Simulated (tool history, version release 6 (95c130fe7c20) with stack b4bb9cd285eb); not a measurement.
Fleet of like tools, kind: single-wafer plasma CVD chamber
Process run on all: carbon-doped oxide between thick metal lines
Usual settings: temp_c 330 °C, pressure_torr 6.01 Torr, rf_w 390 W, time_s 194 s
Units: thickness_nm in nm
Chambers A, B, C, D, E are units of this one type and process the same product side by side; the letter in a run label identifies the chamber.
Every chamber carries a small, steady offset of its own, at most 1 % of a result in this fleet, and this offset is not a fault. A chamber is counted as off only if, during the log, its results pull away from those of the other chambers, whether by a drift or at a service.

run,hour,temp_c,pressure_torr,rf_w,time_s,hours since the last thermocouple change,hours since the last RF generator calibration,hours since the last manometer calibration,"read-back reference wafer on the same gauge, thickness_nm",thickness_nm
1B,9.6,330,6.01,390,194,1210.2,638.9,395.8,934.82,893.15
2A,18.8,330,6.01,390,194,1240.0,1126.7,1523.1,934.12,886.67
3D,24.3,330,6.01,390,194,1368.2,1347.1,233.7,933.45,905.78
4E,35.7,330,6.01,390,194,314.4,62.7,1054.7,934.52,899.14
5C,46.0,330,6.01,390,194,1057.4,2037.8,854.6,932.77,893.12
6E,55.5,330,6.01,390,194,334.2,82.5,1074.5,935.48,904.47
7C,65.0,345,6.75,390,194,1076.4,2056.8,873.6,933.99,865.27
8B,72.7,345,6.75,390,194,1273.3,702.0,458.9,935.01,872.77
9A,79.9,345,6.75,390,194,1301.1,1187.8,1584.2,934.92,853.20
10D,85.1,345,6.75,390,194,1429.0,1407.9,294.5,934.63,865.05
# hour 90.1: chamber C: thermocouple changed; heater temperature recalibrated
11E,97.2,345,6.75,390,194,375.9,124.2,1116.2,933.99,869.70
12B,108.2,330,6.01,390,194,1308.8,737.5,494.4,933.91,893.26
13D,114.9,330,6.01,390,194,1458.8,1437.7,324.3,932.71,889.72
14C,126.9,330,6.01,390,194,36.9,2118.7,935.5,932.97,898.91
15A,133.1,330,6.01,390,194,1354.3,1241.0,1637.4,934.27,880.49
# hour 134.2: chamber A: capacitance manometer re-zeroed and calibrated
16D,140.6,330,6.01,390,194,1484.5,1463.4,350.0,933.95,894.28
17B,147.5,330,6.01,390,194,1348.1,776.8,533.7,934.90,893.32
# hour 154.3: chamber C: RF generator calibrated
18C,155.7,330,6.01,390,194,65.7,1.4,964.3,934.89,889.34
19A,164.3,330,6.01,390,194,1385.5,1272.2,30.1,934.55,891.33
20E,174.4,330,6.01,390,194,453.1,201.4,1193.4,933.34,899.09
21E,186.4,330,6.01,390,194,465.1,213.4,1205.4,934.71,901.10
22D,193.1,330,6.01,390,194,1537.0,1515.9,402.5,932.84,889.37
23C,199.5,330,6.01,390,194,109.5,45.2,1008.1,933.97,901.25
24B,211.6,340,6.01,390,207,1412.2,840.9,597.8,934.67,911.66
25A,222.8,340,6.01,390,207,1444.0,1330.7,88.6,935.03,917.17
26B,230.4,340,6.01,390,207,1431.0,859.7,616.6,935.06,910.39
27D,236.4,340,6.01,390,207,1580.3,1559.2,445.8,932.98,924.35
28C,243.9,340,6.01,390,207,153.9,89.6,1052.5,934.62,923.24
29E,250.9,330,6.01,390,194,529.6,277.9,1269.9,934.22,897.71
30A,261.7,330,6.01,390,194,1482.9,1369.6,127.5,932.82,880.46
31A,272.7,330,6.01,390,194,1493.9,1380.6,138.5,933.23,884.20
32E,281.7,330,6.01,390,194,560.4,308.7,1300.7,934.46,902.69
33C,287.3,330,6.01,390,194,197.3,133.0,1095.9,933.92,895.35
34B,294.3,320,6.01,390,175,1494.9,923.6,680.5,933.55,817.23
35D,306.1,320,6.01,390,175,1650.0,1628.9,515.5,933.88,823.29
36C,315.0,320,6.01,390,175,225.0,160.7,1123.6,933.09,843.28
# hour 324.3: chamber D: RF generator calibrated
# hour 325.3: chamber E: capacitance manometer re-zeroed and calibrated
37D,326.0,320,6.01,390,175,1669.9,1.8,535.4,934.69,836.85
38E,334.7,320,6.01,390,175,613.4,361.7,9.4,933.53,835.41
39A,346.3,330,6.01,390,194,1567.5,1454.2,212.1,935.50,891.44
40B,356.8,330,6.01,450,194,1557.4,986.1,743.0,933.44,957.15
41D,367.2,330,6.01,450,194,1711.1,43.0,576.6,934.72,990.48
42E,373.1,330,6.01,450,194,651.8,400.1,47.8,933.10,995.10
43A,381.6,330,6.01,450,194,1602.8,1489.5,247.4,934.09,979.14
44B,393.1,330,6.01,450,194,1593.7,1022.4,779.3,933.85,966.19

Which is it: a chamber that has drifted or been left off by a service, a gauge drift common to all chambers, or only each chamber's usual small offset? If a chamber is off, name it and its likeliest cause.

Chamber B drifts away from the others.
Cause: delivered RF power below the setpoint (%) = 4.67.

Which of the 4 candidates below, each the usual settings with something changed and its results left as question marks, puts chamber B back in line with what the other chambers give on the usual settings?
In-line tolerance around the mean of the other chambers on the usual settings: thickness_nm 18.00 nm
45B-1,401.7,330,6.01,395,198,,,,,?
45B-2,401.7,331,5.96,380,186,,,,,?
45B-3,401.7,331,5.98,390,188,,,,,?
45B-4,401.7,329,6.06,400,202,,,,,?

The other chambers' mean on the usual settings: thickness_nm 892.93 nm
run,thickness_nm
45B-1,892.27
45B-2,811.15
45B-3,836.28
45B-4,922.75
45B-1 is the one that brings the chamber's results back in line with the other chambers.

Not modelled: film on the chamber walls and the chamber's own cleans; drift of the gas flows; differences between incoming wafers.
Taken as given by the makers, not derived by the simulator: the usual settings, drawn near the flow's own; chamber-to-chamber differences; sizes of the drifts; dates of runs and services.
